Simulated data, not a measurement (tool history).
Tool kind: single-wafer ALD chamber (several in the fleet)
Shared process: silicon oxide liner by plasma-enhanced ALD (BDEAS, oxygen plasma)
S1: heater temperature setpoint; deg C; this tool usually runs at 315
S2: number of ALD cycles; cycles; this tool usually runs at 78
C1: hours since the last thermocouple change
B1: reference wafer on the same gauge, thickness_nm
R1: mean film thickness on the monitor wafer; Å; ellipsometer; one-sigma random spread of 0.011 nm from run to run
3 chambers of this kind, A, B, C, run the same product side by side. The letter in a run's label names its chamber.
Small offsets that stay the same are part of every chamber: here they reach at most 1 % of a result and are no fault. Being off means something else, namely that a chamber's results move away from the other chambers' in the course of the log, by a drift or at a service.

run	hour	S1	S2	C1	B1	R1
1B	6.1	315	78	52.1	7.9205	70.629
2A	17.8	315	78	429.2	7.925	71.222
3C	26	315	78	1328	7.926	71.173
4C	32.7	315	78	1334.7	7.9257	71.153
5B	38	315	78	84	7.9265	70.59
6A	49.4	315	78	460.8	7.9272	71.209
7B	60.5	315	78	106.5	7.928	70.582
8C	72.2	315	78	1374.2	7.9323	71.234
9A	79.9	315	78	491.3	7.9331	71.177
10B	90	315	68	136	7.9354	61.732
11C	98.8	315	68	1400.8	7.9357	62.147
12A	104.5	315	68	515.9	7.9377	62.073
13C	112.1	302	78	1414.1	7.9367	72.247
14B	118.6	302	78	164.6	7.9413	72.198
15A	127.7	302	78	539.1	7.9418	72.707
16C	133.3	315	78	1435.3	7.9405	71.03
17B	141.7	315	78	187.7	7.9442	70.707
18A	149.7	315	78	561.1	7.9433	71.297
19A	155.6	315	78	567	7.9433	71.377
20C	166.8	315	78	1468.8	7.9462	71.353
21B	177.8	315	78	223.8	7.9523	70.792
22B	187.1	315	78	233.1	7.9495	70.966
23C	192.7	315	78	1494.7	7.953	71.362
24A	204.4	315	78	615.8	7.9543	71.47
25B	210.1	315	78	256.1	7.9566	70.928
26C	217.9	315	78	1519.9	7.9563	71.422
27A	225.3	315	78	636.7	7.954	71.732
28C	237.2	315	78	1539.2	7.9571	71.488
29B	243.1	315	78	289.1	7.9595	71.063
30A	251.2	315	78	662.6	7.964	71.561
31B	257.9	315	78	303.9	7.9605	71.103
32A	264.4	315	78	675.8	7.9632	71.685
33C	270.6	326	65	1572.6	7.963	58.581
34C	280.9	326	65	1582.9	7.9652	58.52
35A	289	326	65	700.4	7.9704	58.722
36B	298.2	315	78	344.2	7.969	71.154

For the next run the whole fleet of 3 chambers uses the same settings. Give each chamber's results:
37A	306.7	326	78			?
37B	306.7	326	78			?
37C	306.7	326	78			?

run	R1
37A	70.609
37B	69.895
37C	70.193

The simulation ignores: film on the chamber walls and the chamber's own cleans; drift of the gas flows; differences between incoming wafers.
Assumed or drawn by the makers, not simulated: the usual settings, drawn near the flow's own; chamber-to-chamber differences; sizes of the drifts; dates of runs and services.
